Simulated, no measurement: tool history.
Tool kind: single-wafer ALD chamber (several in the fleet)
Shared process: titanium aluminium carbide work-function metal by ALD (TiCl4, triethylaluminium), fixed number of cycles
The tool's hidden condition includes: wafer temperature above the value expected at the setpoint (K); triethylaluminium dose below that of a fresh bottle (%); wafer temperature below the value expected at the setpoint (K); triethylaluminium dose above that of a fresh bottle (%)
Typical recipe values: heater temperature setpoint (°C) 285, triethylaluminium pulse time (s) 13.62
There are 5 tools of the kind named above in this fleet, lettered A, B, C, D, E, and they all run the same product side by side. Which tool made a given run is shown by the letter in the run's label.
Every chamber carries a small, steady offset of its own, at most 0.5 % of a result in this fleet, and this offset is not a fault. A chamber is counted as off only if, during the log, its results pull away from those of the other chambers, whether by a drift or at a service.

run   hour  heater temperature setpoint (°C)  triethylaluminium pulse time (s)  hours since the last thermocouple change  hours since the last triethylaluminium bottle change  read-back reference wafer on the same gauge, thickness_nm  mean film thickness on the monitor wafer (Å)
 1E    6.0                               285                             13.62                                    1544.1                                                 150.7                                                     1.9599                                        19.142
 2B   14.9                               285                             13.62                                    1958.0                                                 615.3                                                     1.9586                                        19.178
 3C   23.6                               285                             13.62                                     359.1                                                 201.6                                                     1.9592                                        19.237
 4D   32.9                               285                             13.62                                    2274.8                                                 851.8                                                     1.9582                                        19.127
 5A   38.0                               285                             13.62                                    1210.5                                                1076.5                                                     1.9580                                        19.199
      40.4  -- chamber B: triethylaluminium bottle replaced
 6E   46.0                               285                             13.62                                    1584.1                                                 190.7                                                     1.9574                                        19.233
 7B   54.8                               285                             13.62                                    1997.9                                                  14.5                                                     1.9567                                        19.179
 8A   59.4                               285                             13.62                                    1231.9                                                1097.9                                                     1.9574                                        19.234
      60.6  -- chamber D: triethylaluminium bottle replaced
 9D   64.1                               285                             13.62                                    2306.0                                                   3.5                                                     1.9557                                        19.134
10C   69.2                               285                             13.62                                     404.7                                                 247.2                                                     1.9560                                        19.191
11B   77.0                               285                             13.62                                    2020.1                                                  36.7                                                     1.9562                                        19.201
12C   86.2                               285                             13.62                                     421.7                                                 264.2                                                     1.9546                                        19.233
13A   95.5                               285                             13.62                                    1268.0                                                1134.0                                                     1.9557                                        19.166
14D  104.1                               285                             13.62                                    2346.0                                                  43.5                                                     1.9544                                        19.106
15E  111.8                               285                             10.49                                    1649.9                                                 256.5                                                     1.9547                                        18.831
16E  116.9                               285                             10.49                                    1655.0                                                 261.6                                                     1.9543                                        18.760
17A  123.5                               285                             10.49                                    1296.0                                                1162.0                                                     1.9530                                        18.731
18C  132.4                               285                             10.49                                     467.9                                                 310.4                                                     1.9528                                        18.857
19D  140.1                               285                             10.49                                    2382.0                                                  79.5                                                     1.9524                                        18.745
     143.5  -- chamber B: thermocouple changed; heater temperature recalibrated
20B  145.5                               285                             13.62                                       2.0                                                 105.2                                                     1.9521                                        19.156
21E  151.4                               285                             13.62                                    1689.5                                                 296.1                                                     1.9518                                        19.083
22D  156.9                               285                             13.62                                    2398.8                                                  96.3                                                     1.9512                                        19.077
23B  164.8                               285                             13.62                                      21.3                                                 124.5                                                     1.9512                                        19.145
24A  169.5                               271                             18.81                                    1342.0                                                1208.0                                                     1.9506                                        18.033
25C  174.0                               271                             18.81                                     509.5                                                 352.0                                                     1.9503                                        18.078
26D  180.6                               271                             18.81                                    2422.5                                                 120.0                                                     1.9502                                        17.995
27C  188.0                               271                             18.81                                     523.5                                                 366.0                                                     1.9495                                        18.070
28B  193.0                               271                             18.81                                      49.5                                                 152.7                                                     1.9497                                        18.032
29A  202.2                               285                             13.62                                    1374.7                                                1240.7                                                     1.9493                                        19.104
30E  206.3                               285                             13.62                                    1744.4                                                 351.0                                                     1.9486                                        19.072
31D  215.3                               285                             13.62                                    2457.2                                                 154.7                                                     1.9487                                        19.041
32A  222.8                               285                             13.62                                    1395.3                                                1261.3                                                     1.9471                                        19.083
33B  227.1                               285                             13.62                                      83.6                                                 186.8                                                     1.9477                                        19.073

One chamber off, gauge drift, or nothing amiss beyond the chambers' own small offsets? If it is a chamber, which one, and what is the likeliest cause?

It is the gauge, not a chamber: its drift shows up in every chamber's results at once, and no chamber is off.
Cause: gauge reads low (%) = 0.644.
